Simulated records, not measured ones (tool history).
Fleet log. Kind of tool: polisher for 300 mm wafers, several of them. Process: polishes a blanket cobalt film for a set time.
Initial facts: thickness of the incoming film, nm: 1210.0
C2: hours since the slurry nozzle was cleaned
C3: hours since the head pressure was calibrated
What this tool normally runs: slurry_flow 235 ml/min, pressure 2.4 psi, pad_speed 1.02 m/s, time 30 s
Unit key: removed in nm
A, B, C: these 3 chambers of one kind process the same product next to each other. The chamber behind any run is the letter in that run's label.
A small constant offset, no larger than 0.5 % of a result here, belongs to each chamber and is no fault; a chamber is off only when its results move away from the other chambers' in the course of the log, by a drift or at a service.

{"run": "1A", "day": 0.308, "slurry_flow": 235, "pressure": 2.4, "pad_speed": 1.02, "time": 30, "wafers polished on this pad": 575, "C2": 99.4, "C3": 1139, "removed": 182.23}
{"run": "2B", "day": 0.538, "slurry_flow": 235, "pressure": 2.4, "pad_speed": 1.02, "time": 30, "wafers polished on this pad": 442, "C2": 152.1, "C3": 538.5, "removed": 180.53}
{"run": "3C", "day": 0.75, "slurry_flow": 235, "pressure": 2.4, "pad_speed": 1.02, "time": 30, "wafers polished on this pad": 278, "C2": 172.8, "C3": 347.6, "removed": 179.84}
{"run": "4C", "day": 0.95, "slurry_flow": 235, "pressure": 2.4, "pad_speed": 1.02, "time": 30, "wafers polished on this pad": 325, "C2": 177.6, "C3": 352.4, "removed": 182.8}
{"run": "5B", "day": 1.104, "slurry_flow": 235, "pressure": 2.4, "pad_speed": 1.02, "time": 30, "wafers polished on this pad": 574, "C2": 165.7, "C3": 552.1, "removed": 180.2}
{"run": "6A", "day": 1.438, "slurry_flow": 235, "pressure": 2.4, "pad_speed": 1.02, "time": 30, "wafers polished on this pad": 840, "C2": 126.5, "C3": 1166.1, "removed": 181.82}
{"day": 1.442, "done": "chamber B: worn pad replaced by a new one"}
{"run": "7C", "day": 1.692, "slurry_flow": 235, "pressure": 2.4, "pad_speed": 1.02, "time": 30, "wafers polished on this pad": 499, "C2": 195.4, "C3": 370.2, "removed": 179.68}
{"run": "8A", "day": 1.888, "slurry_flow": 235, "pressure": 2.4, "pad_speed": 1.02, "time": 30, "wafers polished on this pad": 945, "C2": 137.3, "C3": 1176.9, "removed": 182.4}
{"run": "9B", "day": 2.112, "slurry_flow": 235, "pressure": 2.4, "pad_speed": 1.02, "time": 30, "wafers polished on this pad": 157, "C2": 189.9, "C3": 576.3, "removed": 177.16}
{"run": "10C", "day": 2.438, "slurry_flow": 235, "pressure": 2.4, "pad_speed": 1.02, "time": 30, "wafers polished on this pad": 673, "C2": 213.3, "C3": 388.1, "removed": 180.72}
{"day": 2.483, "done": "chamber A: worn pad replaced by a new one"}
{"day": 2.688, "done": "chamber C: worn pad replaced by a new one"}
{"run": "11A", "day": 2.754, "slurry_flow": 235, "pressure": 2.4, "pad_speed": 1.02, "time": 23, "wafers polished on this pad": 64, "C2": 158.1, "C3": 1197.7, "removed": 137.26}
{"run": "12B", "day": 2.921, "slurry_flow": 235, "pressure": 2.4, "pad_speed": 1.02, "time": 23, "wafers polished on this pad": 347, "C2": 209.3, "C3": 595.7, "removed": 137.45}
{"run": "13C", "day": 3.138, "slurry_flow": 235, "pressure": 2.4, "pad_speed": 1.02, "time": 23, "wafers polished on this pad": 106, "C2": 230.1, "C3": 404.9, "removed": 138.49}
{"run": "14B", "day": 3.454, "slurry_flow": 235, "pressure": 2.4, "pad_speed": 1.02, "time": 30, "wafers polished on this pad": 472, "C2": 222.1, "C3": 608.5, "removed": 182.59}
{"run": "15A", "day": 3.692, "slurry_flow": 235, "pressure": 2.4, "pad_speed": 1.02, "time": 30, "wafers polished on this pad": 283, "C2": 180.6, "C3": 1220.2, "removed": 181.1}
{"run": "16A", "day": 3.938, "slurry_flow": 235, "pressure": 2.4, "pad_speed": 1.02, "time": 30, "wafers polished on this pad": 341, "C2": 186.5, "C3": 1226.1, "removed": 181.12}
{"run": "17C", "day": 4.283, "slurry_flow": 235, "pressure": 2.8, "pad_speed": 1.34, "time": 30, "wafers polished on this pad": 374, "C2": 257.6, "C3": 432.4, "removed": 276.59}
{"day": 4.325, "done": "chamber A: head pressure recalibrated"}
{"day": 4.571, "done": "chamber B: worn pad replaced by a new one"}
{"run": "18B", "day": 4.583, "slurry_flow": 235, "pressure": 2.8, "pad_speed": 1.34, "time": 30, "wafers polished on this pad": 3, "C2": 249.2, "C3": 635.6, "removed": 275.98}
{"run": "19B", "day": 4.804, "slurry_flow": 235, "pressure": 2.8, "pad_speed": 1.34, "time": 30, "wafers polished on this pad": 55, "C2": 254.5, "C3": 640.9, "removed": 274.54}
{"run": "20A", "day": 5.017, "slurry_flow": 235, "pressure": 2.4, "pad_speed": 1.02, "time": 30, "wafers polished on this pad": 594, "C2": 212.4, "C3": 16.7, "removed": 180.24}
{"run": "21C", "day": 5.292, "slurry_flow": 305, "pressure": 2.4, "pad_speed": 1.02, "time": 21, "wafers polished on this pad": 610, "C2": 281.8, "C3": 456.6, "removed": 131.66}
{"run": "22B", "day": 5.492, "slurry_flow": 305, "pressure": 2.4, "pad_speed": 1.02, "time": 21, "wafers polished on this pad": 216, "C2": 271, "C3": 657.4, "removed": 126.75}
{"run": "23C", "day": 5.829, "slurry_flow": 305, "pressure": 2.4, "pad_speed": 1.02, "time": 21, "wafers polished on this pad": 736, "C2": 294.7, "C3": 469.5, "removed": 129.26}
{"day": 5.975, "done": "chamber C: worn pad replaced by a new one"}
{"run": "24A", "day": 5.996, "slurry_flow": 235, "pressure": 2.4, "pad_speed": 1.02, "time": 30, "wafers polished on this pad": 823, "C2": 235.9, "C3": 40.2, "removed": 181.27}
{"run": "25C", "day": 6.183, "slurry_flow": 235, "pressure": 2.4, "pad_speed": 1.02, "time": 30, "wafers polished on this pad": 49, "C2": 303.2, "C3": 478, "removed": 180.86}
{"run": "26B", "day": 6.512, "slurry_flow": 235, "pressure": 2.4, "pad_speed": 1.02, "time": 30, "wafers polished on this pad": 455, "C2": 295.5, "C3": 681.9, "removed": 173.78}
{"run": "27A", "day": 6.742, "slurry_flow": 235, "pressure": 2.4, "pad_speed": 1.02, "time": 30, "wafers polished on this pad": 998, "C2": 253.8, "C3": 58.1, "removed": 181.77}
{"run": "28C", "day": 6.942, "slurry_flow": 235, "pressure": 2.4, "pad_speed": 1.02, "time": 30, "wafers polished on this pad": 226, "C2": 321.4, "C3": 496.2, "removed": 181.07}
{"run": "29B", "day": 7.204, "slurry_flow": 235, "pressure": 2.4, "pad_speed": 1.02, "time": 30, "wafers polished on this pad": 617, "C2": 312.1, "C3": 698.5, "removed": 176.51}
{"day": 7.271, "done": "chamber A: worn pad replaced by a new one"}
{"run": "30A", "day": 7.479, "slurry_flow": 235, "pressure": 2.4, "pad_speed": 1.02, "time": 30, "wafers polished on this pad": 49, "C2": 271.5, "C3": 75.8, "removed": 182.86}
{"run": "31A", "day": 7.65, "slurry_flow": 235, "pressure": 2.4, "pad_speed": 1.02, "time": 30, "wafers polished on this pad": 89, "C2": 275.6, "C3": 79.9, "removed": 181.7}
{"day": 7.771, "done": "chamber B: worn pad replaced by a new one"}
{"run": "32B", "day": 7.892, "slurry_flow": 235, "pressure": 2.4, "pad_speed": 1.02, "time": 30, "wafers polished on this pad": 28, "C2": 328.6, "C3": 715, "removed": 174.66}
{"run": "33C", "day": 8.171, "slurry_flow": 235, "pressure": 2.4, "pad_speed": 1.02, "time": 30, "wafers polished on this pad": 514, "C2": 350.9, "C3": 525.7, "removed": 180.62}
{"run": "34B", "day": 8.329, "slurry_flow": 235, "pressure": 2.4, "pad_speed": 1.02, "time": 30, "wafers polished on this pad": 131, "C2": 339.1, "C3": 725.5, "removed": 173.31}
{"run": "35A", "day": 8.529, "slurry_flow": 235, "pressure": 2.4, "pad_speed": 1.02, "time": 30, "wafers polished on this pad": 295, "C2": 296.7, "C3": 101, "removed": 181.8}
{"run": "36C", "day": 8.692, "slurry_flow": 235, "pressure": 2.4, "pad_speed": 1.02, "time": 30, "wafers polished on this pad": 636, "C2": 363.4, "C3": 538.2, "removed": 182.88}
{"run": "37C", "day": 8.879, "slurry_flow": 235, "pressure": 2.4, "pad_speed": 1.02, "time": 30, "wafers polished on this pad": 680, "C2": 367.9, "C3": 542.7, "removed": 181.92}
{"run": "38A", "day": 9.058, "slurry_flow": 235, "pressure": 2.4, "pad_speed": 1.02, "time": 30, "wafers polished on this pad": 419, "C2": 309.4, "C3": 113.7, "removed": 180.98}
{"day": 9.108, "done": "chamber C: worn pad replaced by a new one"}
{"run": "39B", "day": 9.312, "slurry_flow": 235, "pressure": 2.4, "pad_speed": 1.02, "time": 30, "wafers polished on this pad": 361, "C2": 362.7, "C3": 749.1, "removed": 170.91}
{"run": "40B", "day": 9.625, "slurry_flow": 235, "pressure": 2.4, "pad_speed": 1.02, "time": 30, "wafers polished on this pad": 434, "C2": 370.2, "C3": 756.6, "removed": 173.97}
{"run": "41C", "day": 9.788, "slurry_flow": 235, "pressure": 2.4, "pad_speed": 1.02, "time": 30, "wafers polished on this pad": 159, "C2": 389.7, "C3": 564.5, "removed": 179.74}
{"run": "42A", "day": 10.033, "slurry_flow": 235, "pressure": 2.4, "pad_speed": 1.02, "time": 30, "wafers polished on this pad": 647, "C2": 332.8, "C3": 137.1, "removed": 181.49}
{"run": "43B", "day": 10.25, "slurry_flow": 235, "pressure": 2.4, "pad_speed": 1.02, "time": 30, "wafers polished on this pad": 581, "C2": 385.2, "C3": 771.6, "removed": 169.51}
{"run": "44A", "day": 10.558, "slurry_flow": 235, "pressure": 2.4, "pad_speed": 1.02, "time": 30, "wafers polished on this pad": 770, "C2": 345.4, "C3": 149.7, "removed": 178.75}

The same settings go to every chamber for the next run, one line per chamber below. Forecast the results for each:
{"run": "45A", "day": 10.808, "slurry_flow": 235, "pressure": 2.6, "pad_speed": 1.02, "time": 30, "removed": "?"}
{"run": "45B", "day": 10.808, "slurry_flow": 235, "pressure": 2.6, "pad_speed": 1.02, "time": 30, "removed": "?"}
{"run": "45C", "day": 10.808, "slurry_flow": 235, "pressure": 2.6, "pad_speed": 1.02, "time": 30, "removed": "?"}

run=45A removed=196.93
run=45B removed=185.78
run=45C removed=198.48
